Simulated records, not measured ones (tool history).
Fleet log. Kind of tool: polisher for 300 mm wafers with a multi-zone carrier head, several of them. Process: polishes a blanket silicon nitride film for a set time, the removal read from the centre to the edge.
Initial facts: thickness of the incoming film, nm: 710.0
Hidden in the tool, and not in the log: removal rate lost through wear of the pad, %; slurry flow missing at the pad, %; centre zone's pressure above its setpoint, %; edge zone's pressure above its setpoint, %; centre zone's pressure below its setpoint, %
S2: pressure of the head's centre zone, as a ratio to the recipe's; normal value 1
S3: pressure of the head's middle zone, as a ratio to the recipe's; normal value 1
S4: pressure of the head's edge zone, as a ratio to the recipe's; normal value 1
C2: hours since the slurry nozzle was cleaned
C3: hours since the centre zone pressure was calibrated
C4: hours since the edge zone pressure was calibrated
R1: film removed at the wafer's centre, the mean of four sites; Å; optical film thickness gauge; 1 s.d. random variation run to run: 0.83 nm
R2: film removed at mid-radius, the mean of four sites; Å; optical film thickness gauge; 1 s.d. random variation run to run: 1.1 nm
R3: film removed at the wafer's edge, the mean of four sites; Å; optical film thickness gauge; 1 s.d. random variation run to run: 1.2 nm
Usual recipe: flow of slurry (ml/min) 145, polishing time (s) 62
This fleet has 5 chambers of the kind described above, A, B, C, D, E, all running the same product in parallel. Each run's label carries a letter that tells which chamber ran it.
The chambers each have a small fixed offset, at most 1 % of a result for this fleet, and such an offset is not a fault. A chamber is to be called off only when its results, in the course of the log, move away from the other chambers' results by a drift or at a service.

{"hour": 2.6, "done": "chamber E: slurry nozzle cleaned"}
{"hour": 7.7, "done": "chamber D: worn pad replaced by a new one"}
{"run": "1B", "hour": 8.5, "flow of slurry (ml/min)": 145, "S2": 1, "S3": 1, "S4": 1, "polishing time (s)": 62, "wafers polished on this pad": 275, "C2": 450, "C3": 136.3, "C4": 268.3, "R1": 795.69, "R2": 797.31, "R3": 804.3}
{"hour": 10.4, "done": "chamber E: worn pad replaced by a new one"}
{"run": "2E", "hour": 14.8, "flow of slurry (ml/min)": 145, "S2": 1, "S3": 1, "S4": 1, "polishing time (s)": 62, "wafers polished on this pad": 32, "C2": 12.2, "C3": 424.5, "C4": 633.5, "R1": 790.04, "R2": 796.21, "R3": 796.02}
{"run": "3D", "hour": 20.3, "flow of slurry (ml/min)": 145, "S2": 1, "S3": 1, "S4": 1, "polishing time (s)": 62, "wafers polished on this pad": 93, "C2": 388.7, "C3": 297.6, "C4": 1361.4, "R1": 792.27, "R2": 795.94, "R3": 813.09}
{"run": "4A", "hour": 27.3, "flow of slurry (ml/min)": 145, "S2": 1, "S3": 1, "S4": 1, "polishing time (s)": 62, "wafers polished on this pad": 501, "C2": 347.9, "C3": 505.5, "C4": 345.2, "R1": 794.99, "R2": 794.03, "R3": 808.25}
{"run": "5C", "hour": 35.3, "flow of slurry (ml/min)": 145, "S2": 1, "S3": 1, "S4": 1, "polishing time (s)": 62, "wafers polished on this pad": 714, "C2": 181.2, "C3": 233.7, "C4": 590.5, "R1": 797.26, "R2": 795.05, "R3": 812.04}
{"run": "6E", "hour": 40.4, "flow of slurry (ml/min)": 145, "S2": 1, "S3": 1, "S4": 1, "polishing time (s)": 62, "wafers polished on this pad": 220, "C2": 37.8, "C3": 450.1, "C4": 659.1, "R1": 790.9, "R2": 813.92, "R3": 831.08}
{"hour": 48.7, "done": "chamber E: centre zone pressure recalibrated"}
{"run": "7D", "hour": 48.7, "flow of slurry (ml/min)": 145, "S2": 1, "S3": 1, "S4": 1, "polishing time (s)": 62, "wafers polished on this pad": 301, "C2": 417.1, "C3": 326, "C4": 1389.8, "R1": 809.7, "R2": 802.93, "R3": 793.57}
{"run": "8B", "hour": 53.1, "flow of slurry (ml/min)": 145, "S2": 1, "S3": 1, "S4": 1, "polishing time (s)": 62, "wafers polished on this pad": 602, "C2": 494.6, "C3": 180.9, "C4": 312.9, "R1": 795.88, "R2": 805.67, "R3": 801.48}
{"run": "9A", "hour": 59.8, "flow of slurry (ml/min)": 145, "S2": 1, "S3": 1, "S4": 1, "polishing time (s)": 62, "wafers polished on this pad": 740, "C2": 380.4, "C3": 538, "C4": 377.7, "R1": 790.1, "R2": 795.96, "R3": 807.58}
{"run": "10C", "hour": 67.1, "flow of slurry (ml/min)": 145, "S2": 1, "S3": 1, "S4": 1, "polishing time (s)": 62, "wafers polished on this pad": 947, "C2": 213, "C3": 265.5, "C4": 622.3, "R1": 795.26, "R2": 797.91, "R3": 813.24}
{"hour": 68.3, "done": "chamber C: worn pad replaced by a new one"}
{"run": "11D", "hour": 75.7, "flow of slurry (ml/min)": 115, "S2": 1.06, "S3": 1, "S4": 1, "polishing time (s)": 62, "wafers polished on this pad": 499, "C2": 444.1, "C3": 353, "C4": 1416.8, "R1": 812.4, "R2": 767.96, "R3": 766.63}
{"run": "12A", "hour": 82.0, "flow of slurry (ml/min)": 115, "S2": 1.06, "S3": 1, "S4": 1, "polishing time (s)": 62, "wafers polished on this pad": 903, "C2": 402.6, "C3": 560.2, "C4": 399.9, "R1": 786.16, "R2": 759.04, "R3": 764.2}
{"run": "13E", "hour": 87.9, "flow of slurry (ml/min)": 115, "S2": 1.06, "S3": 1, "S4": 1, "polishing time (s)": 62, "wafers polished on this pad": 569, "C2": 85.3, "C3": 39.3, "C4": 706.6, "R1": 805.6, "R2": 759.21, "R3": 776.53}
{"run": "14C", "hour": 95.2, "flow of slurry (ml/min)": 115, "S2": 1.06, "S3": 1, "S4": 1, "polishing time (s)": 62, "wafers polished on this pad": 197, "C2": 241.1, "C3": 293.6, "C4": 650.4, "R1": 811.03, "R2": 764.94, "R3": 775.09}
{"run": "15B", "hour": 103.1, "flow of slurry (ml/min)": 115, "S2": 1.06, "S3": 1, "S4": 1, "polishing time (s)": 62, "wafers polished on this pad": 969, "C2": 544.6, "C3": 230.9, "C4": 362.9, "R1": 802.92, "R2": 750.51, "R3": 777.6}
{"run": "16E", "hour": 108.9, "flow of slurry (ml/min)": 145, "S2": 1, "S3": 1, "S4": 1, "polishing time (s)": 62, "wafers polished on this pad": 723, "C2": 106.3, "C3": 60.3, "C4": 727.6, "R1": 804.89, "R2": 793.07, "R3": 775.39}
{"run": "17B", "hour": 115.5, "flow of slurry (ml/min)": 145, "S2": 1, "S3": 1, "S4": 1, "polishing time (s)": 62, "wafers polished on this pad": 1060, "C2": 557, "C3": 243.3, "C4": 375.3, "R1": 782.29, "R2": 783.63, "R3": 785.02}
{"hour": 119.7, "done": "chamber B: worn pad replaced by a new one"}
{"run": "18C", "hour": 122.6, "flow of slurry (ml/min)": 145, "S2": 1, "S3": 1, "S4": 1, "polishing time (s)": 62, "wafers polished on this pad": 398, "C2": 268.5, "C3": 321, "C4": 677.8, "R1": 782.33, "R2": 803.81, "R3": 834.05}
{"run": "19A", "hour": 127.7, "flow of slurry (ml/min)": 145, "S2": 1, "S3": 0.9, "S4": 1, "polishing time (s)": 62, "wafers polished on this pad": 1238, "C2": 448.3, "C3": 605.9, "C4": 445.6, "R1": 793.02, "R2": 703.36, "R3": 820.1}
{"run": "20D", "hour": 134.0, "flow of slurry (ml/min)": 145, "S2": 1, "S3": 0.9, "S4": 1, "polishing time (s)": 62, "wafers polished on this pad": 927, "C2": 502.4, "C3": 411.3, "C4": 1475.1, "R1": 771.48, "R2": 725.74, "R3": 826.08}
{"run": "21A", "hour": 139.6, "flow of slurry (ml/min)": 145, "S2": 1, "S3": 0.9, "S4": 1, "polishing time (s)": 62, "wafers polished on this pad": 1325, "C2": 460.2, "C3": 617.8, "C4": 457.5, "R1": 800.11, "R2": 721.73, "R3": 814.61}
{"run": "22D", "hour": 143.6, "flow of slurry (ml/min)": 145, "S2": 1, "S3": 0.9, "S4": 1, "polishing time (s)": 62, "wafers polished on this pad": 997, "C2": 512, "C3": 420.9, "C4": 1484.7, "R1": 761.07, "R2": 734.09, "R3": 810.48}
{"run": "23E", "hour": 152.2, "flow of slurry (ml/min)": 145, "S2": 1, "S3": 0.9, "S4": 1, "polishing time (s)": 62, "wafers polished on this pad": 1040, "C2": 149.6, "C3": 103.6, "C4": 770.9, "R1": 797.78, "R2": 728.33, "R3": 822.84}
{"hour": 153.8, "done": "chamber A: worn pad replaced by a new one"}
{"run": "24B", "hour": 160.0, "flow of slurry (ml/min)": 145, "S2": 1, "S3": 1, "S4": 1, "polishing time (s)": 62, "wafers polished on this pad": 296, "C2": 601.5, "C3": 287.8, "C4": 419.8, "R1": 793.32, "R2": 797.11, "R3": 805.85}
{"hour": 163.1, "done": "chamber D: slurry nozzle cleaned"}
{"run": "25C", "hour": 165.7, "flow of slurry (ml/min)": 145, "S2": 1, "S3": 1, "S4": 1, "polishing time (s)": 62, "wafers polished on this pad": 715, "C2": 311.6, "C3": 364.1, "C4": 720.9, "R1": 791.82, "R2": 795.25, "R3": 800.05}
{"run": "26C", "hour": 173.2, "flow of slurry (ml/min)": 145, "S2": 1, "S3": 1, "S4": 1, "polishing time (s)": 62, "wafers polished on this pad": 770, "C2": 319.1, "C3": 371.6, "C4": 728.4, "R1": 797.11, "R2": 790.41, "R3": 805.59}
{"run": "27A", "hour": 177.0, "flow of slurry (ml/min)": 145, "S2": 1, "S3": 1, "S4": 1, "polishing time (s)": 62, "wafers polished on this pad": 170, "C2": 497.6, "C3": 655.2, "C4": 494.9, "R1": 788.32, "R2": 793.54, "R3": 803.57}
{"hour": 177.9, "done": "chamber E: worn pad replaced by a new one"}
{"run": "28E", "hour": 180.9, "flow of slurry (ml/min)": 145, "S2": 1, "S3": 1, "S4": 1, "polishing time (s)": 62, "wafers polished on this pad": 22, "C2": 178.3, "C3": 132.3, "C4": 799.6, "R1": 805.17, "R2": 790.45, "R3": 819.25}
{"hour": 181.4, "done": "chamber D: edge zone pressure recalibrated"}
{"hour": 183.1, "done": "chamber B: edge zone pressure recalibrated"}
{"hour": 185.6, "done": "chamber C: centre zone pressure recalibrated"}
{"hour": 186.2, "done": "chamber D: worn pad replaced by a new one"}
{"run": "29D", "hour": 187.2, "flow of slurry (ml/min)": 145, "S2": 1, "S3": 1, "S4": 1, "polishing time (s)": 62, "wafers polished on this pad": 7, "C2": 24.2, "C3": 464.5, "C4": 5.8, "R1": 747.93, "R2": 802.81, "R3": 811.72}
{"run": "30B", "hour": 195.6, "flow of slurry (ml/min)": 145, "S2": 1, "S3": 1, "S4": 1, "polishing time (s)": 62, "wafers polished on this pad": 557, "C2": 637.1, "C3": 323.4, "C4": 12.6, "R1": 771.34, "R2": 811.64, "R3": 802.93}
{"hour": 202.4, "done": "chamber C: worn pad replaced by a new one"}
{"run": "31B", "hour": 203.8, "flow of slurry (ml/min)": 145, "S2": 1, "S3": 1, "S4": 1, "polishing time (s)": 62, "wafers polished on this pad": 617, "C2": 645.3, "C3": 331.6, "C4": 20.8, "R1": 791.12, "R2": 800, "R3": 787.54}
{"run": "32D", "hour": 208.7, "flow of slurry (ml/min)": 145, "S2": 1, "S3": 1, "S4": 1, "polishing time (s)": 62, "wafers polished on this pad": 165, "C2": 45.7, "C3": 486, "C4": 27.3, "R1": 744.98, "R2": 785.15, "R3": 818.58}
{"run": "33C", "hour": 212.9, "flow of slurry (ml/min)": 145, "S2": 1, "S3": 1, "S4": 1, "polishing time (s)": 62, "wafers polished on this pad": 77, "C2": 358.8, "C3": 27.3, "C4": 768.1, "R1": 818.98, "R2": 805.69, "R3": 792.81}
{"hour": 217.5, "done": "chamber A: centre zone pressure recalibrated"}
{"run": "34E", "hour": 219.2, "flow of slurry (ml/min)": 145, "S2": 1, "S3": 1, "S4": 1, "polishing time (s)": 62, "wafers polished on this pad": 303, "C2": 216.6, "C3": 170.6, "C4": 837.9, "R1": 816.58, "R2": 798.93, "R3": 790.51}
{"run": "35A", "hour": 226.6, "flow of slurry (ml/min)": 145, "S2": 0.9, "S3": 1, "S4": 1, "polishing time (s)": 62, "wafers polished on this pad": 534, "C2": 547.2, "C3": 9.2, "C4": 544.5, "R1": 712.02, "R2": 793.42, "R3": 799.2}
{"run": "36C", "hour": 232.2, "flow of slurry (ml/min)": 145, "S2": 0.9, "S3": 1, "S4": 1, "polishing time (s)": 62, "wafers polished on this pad": 219, "C2": 378.1, "C3": 46.6, "C4": 787.4, "R1": 710.88, "R2": 818.45, "R3": 814.08}
{"run": "37D", "hour": 239.5, "flow of slurry (ml/min)": 145, "S2": 0.9, "S3": 1, "S4": 1, "polishing time (s)": 62, "wafers polished on this pad": 391, "C2": 76.5, "C3": 516.8, "C4": 58.1, "R1": 650.02, "R2": 799.35, "R3": 811.16}

The same settings go to every chamber for the next run, one line per chamber below. Forecast the results for each:
{"run": "38A", "hour": 245.6, "flow of slurry (ml/min)": 145, "S2": 0.93, "S3": 1, "S4": 1, "polishing time (s)": 62, "R1": "?", "R2": "?", "R3": "?"}
{"run": "38B", "hour": 245.6, "flow of slurry (ml/min)": 145, "S2": 0.93, "S3": 1, "S4": 1, "polishing time (s)": 62, "R1": "?", "R2": "?", "R3": "?"}
{"run": "38C", "hour": 245.6, "flow of slurry (ml/min)": 145, "S2": 0.93, "S3": 1, "S4": 1, "polishing time (s)": 62, "R1": "?", "R2": "?", "R3": "?"}
{"run": "38D", "hour": 245.6, "flow of slurry (ml/min)": 145, "S2": 0.93, "S3": 1, "S4": 1, "polishing time (s)": 62, "R1": "?", "R2": "?", "R3": "?"}
{"run": "38E", "hour": 245.6, "flow of slurry (ml/min)": 145, "S2": 0.93, "S3": 1, "S4": 1, "polishing time (s)": 62, "R1": "?", "R2": "?", "R3": "?"}

run=38A R1=745.58 R2=791.6 R3=796.93
run=38B R1=724.74 R2=806.72 R3=795.86
run=38C R1=721.67 R2=809.51 R3=803.12
run=38D R1=672.08 R2=789.66 R3=821.39
run=38E R1=753.16 R2=809.68 R3=806.51
